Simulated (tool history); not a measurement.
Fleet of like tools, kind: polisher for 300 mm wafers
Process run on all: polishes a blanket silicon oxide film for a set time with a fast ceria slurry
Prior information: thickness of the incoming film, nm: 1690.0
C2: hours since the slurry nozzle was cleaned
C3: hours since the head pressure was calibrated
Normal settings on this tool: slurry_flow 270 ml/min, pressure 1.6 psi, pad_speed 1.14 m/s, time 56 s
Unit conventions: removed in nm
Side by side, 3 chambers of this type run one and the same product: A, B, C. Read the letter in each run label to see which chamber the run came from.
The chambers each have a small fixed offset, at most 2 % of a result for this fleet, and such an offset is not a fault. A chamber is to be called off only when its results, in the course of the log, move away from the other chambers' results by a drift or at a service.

run 1B hour=7.7 | slurry_flow=270 pressure=1.6 pad_speed=1.14 time=56 | wafers_polished_on_this_pad=136 C2=110.5 C3=807.1 | removed=588.93
run 2C hour=12.9 | slurry_flow=270 pressure=1.6 pad_speed=1.14 time=56 | wafers_polished_on_this_pad=1161 C2=127.9 C3=553.4 | removed=575.35
run 3A hour=17.3 | slurry_flow=270 pressure=1.6 pad_speed=1.14 time=56 | wafers_polished_on_this_pad=1328 C2=404.4 C3=519.1 | removed=598.79
run 4B hour=24.2 | slurry_flow=270 pressure=1.6 pad_speed=1.14 time=56 | wafers_polished_on_this_pad=380 C2=127 C3=823.6 | removed=593.8
run 5C hour=30.5 | slurry_flow=270 pressure=1.6 pad_speed=1.14 time=56 | wafers_polished_on_this_pad=1422 C2=145.5 C3=571 | removed=594.37
-- hour=30.9 chamber A: worn pad replaced by a new one
-- hour=34 chamber C: worn pad replaced by a new one
run 6A hour=37.4 | slurry_flow=270 pressure=1.6 pad_speed=1.14 time=56 | wafers_polished_on_this_pad=96 C2=424.5 C3=539.2 | removed=611.72
run 7A hour=45.9 | slurry_flow=270 pressure=1.6 pad_speed=1.14 time=56 | wafers_polished_on_this_pad=222 C2=433 C3=547.7 | removed=601.89
run 8C hour=49.8 | slurry_flow=270 pressure=1.6 pad_speed=1.14 time=56 | wafers_polished_on_this_pad=233 C2=164.8 C3=590.3 | removed=584.88
-- hour=50.6 chamber B: worn pad replaced by a new one
run 9B hour=56.6 | slurry_flow=270 pressure=1.6 pad_speed=1.14 time=56 | wafers_polished_on_this_pad=89 C2=159.4 C3=856 | removed=589.27
run 10A hour=64.1 | slurry_flow=270 pressure=1.6 pad_speed=1.14 time=56 | wafers_polished_on_this_pad=491 C2=451.2 C3=565.9 | removed=606.41
run 11C hour=72.6 | slurry_flow=270 pressure=1.6 pad_speed=1.14 time=56 | wafers_polished_on_this_pad=571 C2=187.6 C3=613.1 | removed=583.49
run 12B hour=81 | slurry_flow=270 pressure=1.6 pad_speed=1.14 time=56 | wafers_polished_on_this_pad=450 C2=183.8 C3=880.4 | removed=584.75
run 13B hour=85 | slurry_flow=270 pressure=1.6 pad_speed=1.14 time=56 | wafers_polished_on_this_pad=509 C2=187.8 C3=884.4 | removed=600.68
run 14C hour=89.1 | slurry_flow=270 pressure=1.6 pad_speed=1.14 time=56 | wafers_polished_on_this_pad=815 C2=204.1 C3=629.6 | removed=585.35
run 15A hour=94.2 | slurry_flow=270 pressure=1.6 pad_speed=1.14 time=56 | wafers_polished_on_this_pad=936 C2=481.3 C3=596 | removed=599.16
run 16C hour=100.4 | slurry_flow=270 pressure=1.6 pad_speed=1.14 time=56 | wafers_polished_on_this_pad=982 C2=215.4 C3=640.9 | removed=577.81
run 17A hour=105.9 | slurry_flow=270 pressure=1.6 pad_speed=1.14 time=56 | wafers_polished_on_this_pad=1110 C2=493 C3=607.7 | removed=586.23
-- hour=108.2 chamber B: worn pad replaced by a new one
run 18B hour=110.4 | slurry_flow=270 pressure=2.2 pad_speed=1.14 time=38 | wafers_polished_on_this_pad=33 C2=213.2 C3=909.8 | removed=538.12
-- hour=111.9 chamber A: worn pad replaced by a new one
run 19A hour=114.2 | slurry_flow=270 pressure=2.2 pad_speed=1.14 time=38 | wafers_polished_on_this_pad=35 C2=501.3 C3=616 | removed=566.23
-- hour=115.3 chamber C: slurry nozzle cleaned
run 20C hour=121.6 | slurry_flow=270 pressure=2.2 pad_speed=1.14 time=38 | wafers_polished_on_this_pad=1296 C2=6.3 C3=662.1 | removed=548.32
-- hour=127 chamber C: worn pad replaced by a new one
run 21B hour=128.5 | slurry_flow=270 pressure=1 pad_speed=1.14 time=56 | wafers_polished_on_this_pad=300 C2=231.3 C3=927.9 | removed=369.03
run 22B hour=133.7 | slurry_flow=270 pressure=1 pad_speed=1.14 time=56 | wafers_polished_on_this_pad=377 C2=236.5 C3=933.1 | removed=363.83
run 23A hour=139.9 | slurry_flow=270 pressure=1 pad_speed=1.14 time=56 | wafers_polished_on_this_pad=415 C2=527 C3=641.7 | removed=379.86
run 24C hour=148 | slurry_flow=270 pressure=1.6 pad_speed=1.14 time=56 | wafers_polished_on_this_pad=311 C2=32.7 C3=688.5 | removed=591.17
run 25A hour=153.9 | slurry_flow=270 pressure=1.6 pad_speed=1.14 time=56 | wafers_polished_on_this_pad=622 C2=541 C3=655.7 | removed=593.46
run 26B hour=158.1 | slurry_flow=270 pressure=1.6 pad_speed=1.28 time=56 | wafers_polished_on_this_pad=738 C2=260.9 C3=957.5 | removed=669.8
run 27C hour=163.1 | slurry_flow=270 pressure=1.6 pad_speed=1.28 time=56 | wafers_polished_on_this_pad=534 C2=47.8 C3=703.6 | removed=655.16
-- hour=164.9 chamber B: worn pad replaced by a new one
run 28A hour=167.5 | slurry_flow=270 pressure=1.6 pad_speed=1.28 time=56 | wafers_polished_on_this_pad=823 C2=554.6 C3=669.3 | removed=665.99
run 29C hour=171.6 | slurry_flow=270 pressure=1.6 pad_speed=1.14 time=56 | wafers_polished_on_this_pad=660 C2=56.3 C3=712.1 | removed=586.53
run 30B hour=178.9 | slurry_flow=270 pressure=1.6 pad_speed=1.14 time=56 | wafers_polished_on_this_pad=208 C2=281.7 C3=978.3 | removed=580.84
run 31A hour=186.6 | slurry_flow=270 pressure=1.6 pad_speed=1.14 time=56 | wafers_polished_on_this_pad=1106 C2=573.7 C3=688.4 | removed=603.54
run 32B hour=191.5 | slurry_flow=270 pressure=1.6 pad_speed=1.14 time=56 | wafers_polished_on_this_pad=394 C2=294.3 C3=990.9 | removed=595.19
run 33C hour=200.1 | slurry_flow=270 pressure=1.6 pad_speed=1.14 time=56 | wafers_polished_on_this_pad=1082 C2=84.8 C3=740.6 | removed=593.18
run 34B hour=204.4 | slurry_flow=270 pressure=1.6 pad_speed=1.14 time=56 | wafers_polished_on_this_pad=585 C2=307.2 C3=1003.8 | removed=583.03

Next, all 3 chambers run the settings below, one line each with question marks for the results. What does each chamber give?
run 35A hour=210.7 | slurry_flow=270 pressure=1.6 pad_speed=1.14 time=56 | removed=?
run 35B hour=210.7 | slurry_flow=270 pressure=1.6 pad_speed=1.14 time=56 | removed=?
run 35C hour=210.7 | slurry_flow=270 pressure=1.6 pad_speed=1.14 time=56 | removed=?

run=35A removed=604.45
run=35B removed=589.47
run=35C removed=581.48
